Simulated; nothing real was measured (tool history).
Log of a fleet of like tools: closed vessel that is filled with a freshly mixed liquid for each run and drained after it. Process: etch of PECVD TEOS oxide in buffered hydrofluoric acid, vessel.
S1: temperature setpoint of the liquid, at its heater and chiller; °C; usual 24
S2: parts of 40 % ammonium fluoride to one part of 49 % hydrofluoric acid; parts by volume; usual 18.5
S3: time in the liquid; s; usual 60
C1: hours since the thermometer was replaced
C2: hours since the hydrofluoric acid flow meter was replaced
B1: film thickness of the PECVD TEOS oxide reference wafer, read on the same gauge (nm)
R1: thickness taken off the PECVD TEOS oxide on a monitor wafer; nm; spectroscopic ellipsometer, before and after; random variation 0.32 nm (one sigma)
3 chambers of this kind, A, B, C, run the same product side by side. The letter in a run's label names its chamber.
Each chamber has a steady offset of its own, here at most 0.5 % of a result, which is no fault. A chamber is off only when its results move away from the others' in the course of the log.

run   hour  S1    S2  S3     C1      C2      B1      R1
       0.7  -- chamber B: thermometer replaced
 1C   12.5  24  18.5  60   48.7   464.7  60.002  93.766
 2B   25.1  24  18.5  60   24.5   516.3  59.988  94.286
        26  -- chamber B: hydrofluoric acid flow meter replaced
      34.1  -- chamber A: thermometer replaced
 3A   36.9  24  18.5  60    2.9  1492.3  59.992  93.189
 4B   47.2  24  18.5  60   46.6    21.2  60.026  94.997
 5C   54.1  24  18.5  60   90.3   506.3  59.996  93.523
 6A   65.6  24  18.5  60   31.6    1521  59.994  93.696
      67.1  -- chamber C: hydrofluoric acid flow meter replaced
 7C   76.6  24  18.5  60  112.8     9.6  60.011  93.617
 8B   84.6  24  18.5  60     84    58.6  60.024  94.164
 9A   96.8  24  18.5  60   62.8  1552.2  60.005  93.681
10C  107.2  24  18.5  80  143.4    40.2  59.985  124.38
11B  118.1  24  18.5  80  117.5    92.1  60.015   124.8
12A  130.7  24  18.5  80   96.7  1586.1  59.983  125.45
13A  141.8  24  18.5  60  107.8  1597.2  60.008  94.134
14C  153.2  24  18.5  60  189.4    86.2      60  93.445
15B  162.3  24  18.5  60  161.7   136.3  59.996  94.494
16B  168.5  24  18.5  60  167.9   142.5  60.019  94.018
17A  174.6  24  18.5  60  140.6    1630  60.032  93.116
18C  180.6  24  18.5  60  216.8   113.6  60.017   93.64
19B  188.2  24  18.5  60  187.6   162.2  59.992  94.413
20A  197.3  24  18.5  60  163.3  1652.7  60.008  93.756
21C  209.7  24  18.5  60  245.9   142.7  59.989  93.588
22A  217.9  24  18.5  60  183.9  1673.3  60.016  94.414
23B  231.1  24  18.5  60  230.5   205.1  60.014  94.383
24C  241.2  24  18.5  60  277.4   174.2  59.995   93.44

Is one chamber off against the others, does the gauge drift, or is nothing wrong? If a chamber is off, say which, and what the likeliest cause is.

No chamber stands off beyond its own small offset, and the gauge holds steady.
